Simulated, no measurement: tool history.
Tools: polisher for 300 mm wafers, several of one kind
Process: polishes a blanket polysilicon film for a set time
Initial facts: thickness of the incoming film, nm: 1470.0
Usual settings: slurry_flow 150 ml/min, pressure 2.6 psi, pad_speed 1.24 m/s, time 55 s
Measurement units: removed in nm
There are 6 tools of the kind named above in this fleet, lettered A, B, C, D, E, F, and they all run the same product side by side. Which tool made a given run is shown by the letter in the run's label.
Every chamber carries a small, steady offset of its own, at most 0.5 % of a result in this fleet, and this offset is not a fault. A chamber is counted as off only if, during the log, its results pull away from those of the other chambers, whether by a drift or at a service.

| run | hour | slurry_flow | pressure | pad_speed | time | removed |
|---|---|---|---|---|---|---|
| 1D | 2.1 | 150 | 2.6 | 1.24 | 55 | 434.82 |
| 2B | 4.5 | 150 | 2.6 | 1.24 | 55 | 423.99 |
| 3C | 6.4 | 150 | 2.6 | 1.24 | 55 | 431.77 |
| 4A | 10.3 | 150 | 2.6 | 1.24 | 55 | 437.96 |
| 5E | 12.8 | 150 | 2.6 | 1.24 | 55 | 440.3 |
|  | 14 | chamber B: slurry nozzle cleaned |
|  | 14.3 | chamber D: worn pad replaced by a new one |
| 6F | 16.7 | 150 | 2.6 | 1.52 | 55 | 523.28 |
| 7E | 19.8 | 150 | 2.6 | 1.52 | 55 | 545.55 |
|  | 20.5 | chamber A: worn pad replaced by a new one |
| 8F | 23.2 | 150 | 2.6 | 1.52 | 55 | 518.05 |
| 9A | 26.4 | 150 | 2.6 | 1.52 | 55 | 532.91 |
|  | 28.4 | chamber E: slurry nozzle cleaned |
| 10C | 29.5 | 150 | 2.6 | 1.52 | 55 | 538.14 |
| 11B | 31.5 | 150 | 2.6 | 1.52 | 55 | 536.12 |
| 12D | 33.8 | 150 | 2.6 | 1.24 | 55 | 444.8 |
| 13F | 36.7 | 125 | 2.6 | 1.58 | 55 | 511.3 |
| 14C | 38.6 | 125 | 2.6 | 1.58 | 55 | 548.2 |
| 15A | 41.1 | 125 | 2.6 | 1.58 | 55 | 532.83 |
| 16E | 44.5 | 125 | 2.6 | 1.58 | 55 | 536.11 |
| 17B | 47.3 | 125 | 2.6 | 1.58 | 55 | 533.2 |
| 18D | 51.5 | 125 | 2.6 | 1.58 | 55 | 546.15 |
| 19D | 55.6 | 150 | 2.6 | 1.24 | 55 | 441.22 |
| 20B | 58.6 | 185 | 2.2 | 1.24 | 55 | 378.23 |
|  | 59.2 | chamber E: worn pad replaced by a new one |
| 21E | 60.8 | 185 | 2.2 | 1.24 | 55 | 375.04 |
| 22C | 64.5 | 185 | 2.2 | 1.24 | 55 | 375.85 |
|  | 68 | chamber B: head pressure recalibrated |
| 23F | 68.4 | 185 | 2.2 | 1.24 | 55 | 380.91 |
| 24A | 70.5 | 185 | 2.2 | 1.24 | 55 | 377.97 |
| 25D | 74.2 | 185 | 2.2 | 1.24 | 55 | 378.5 |
| 26F | 77.4 | 150 | 2.6 | 0.82 | 42 | 219.42 |
| 27A | 80.2 | 150 | 2.6 | 0.82 | 42 | 220.05 |
|  | 80.6 | chamber F: slurry nozzle cleaned |
|  | 81.5 | chamber F: worn pad replaced by a new one |
| 28B | 82.8 | 150 | 2.6 | 0.82 | 42 | 203.48 |
| 29E | 85.1 | 150 | 2.6 | 0.82 | 42 | 217.09 |
|  | 86.5 | chamber D: worn pad replaced by a new one |
| 30C | 86.9 | 150 | 2.6 | 0.82 | 42 | 222.05 |
|  | 89 | chamber A: worn pad replaced by a new one |
| 31A | 90.6 | 150 | 2.6 | 0.82 | 42 | 222.08 |
| 32D | 94.7 | 150 | 2.6 | 1.24 | 55 | 430.34 |
|  | 94.9 | chamber C: slurry nozzle cleaned |
| 33F | 97.4 | 150 | 2.6 | 1.24 | 55 | 432.8 |
| 34B | 101.5 | 100 | 2.3 | 1.24 | 55 | 329.17 |
| 35C | 105.1 | 100 | 2.3 | 1.24 | 55 | 347.14 |
| 36E | 109 | 100 | 2.3 | 1.24 | 55 | 347.6 |
| 37B | 112.3 | 100 | 2.3 | 1.24 | 55 | 332.65 |
|  | 113.6 | chamber C: worn pad replaced by a new one |
| 38A | 116.4 | 100 | 2.3 | 1.24 | 55 | 345.16 |
| 39C | 119.9 | 100 | 2.3 | 1.24 | 55 | 351.47 |
| 40D | 123.2 | 150 | 2.6 | 1.24 | 55 | 432.33 |
| 41F | 125.6 | 150 | 2.6 | 1.24 | 55 | 433.77 |
| 42E | 128.3 | 150 | 2.6 | 1.24 | 55 | 437.45 |

Predict what each chamber gives when all 6 of them run the settings below next.
| 43A | 131.3 | 150 | 3.2 | 1.24 | 55 | ? |
| 43B | 131.3 | 150 | 3.2 | 1.24 | 55 | ? |
| 43C | 131.3 | 150 | 3.2 | 1.24 | 55 | ? |
| 43D | 131.3 | 150 | 3.2 | 1.24 | 55 | ? |
| 43E | 131.3 | 150 | 3.2 | 1.24 | 55 | ? |
| 43F | 131.3 | 150 | 3.2 | 1.24 | 55 | ? |

| run | removed |
|---|---|
| 43A | 530.03 |
| 43B | 490.31 |
| 43C | 533.56 |
| 43D | 542.2 |
| 43E | 525.77 |
| 43F | 532.09 |
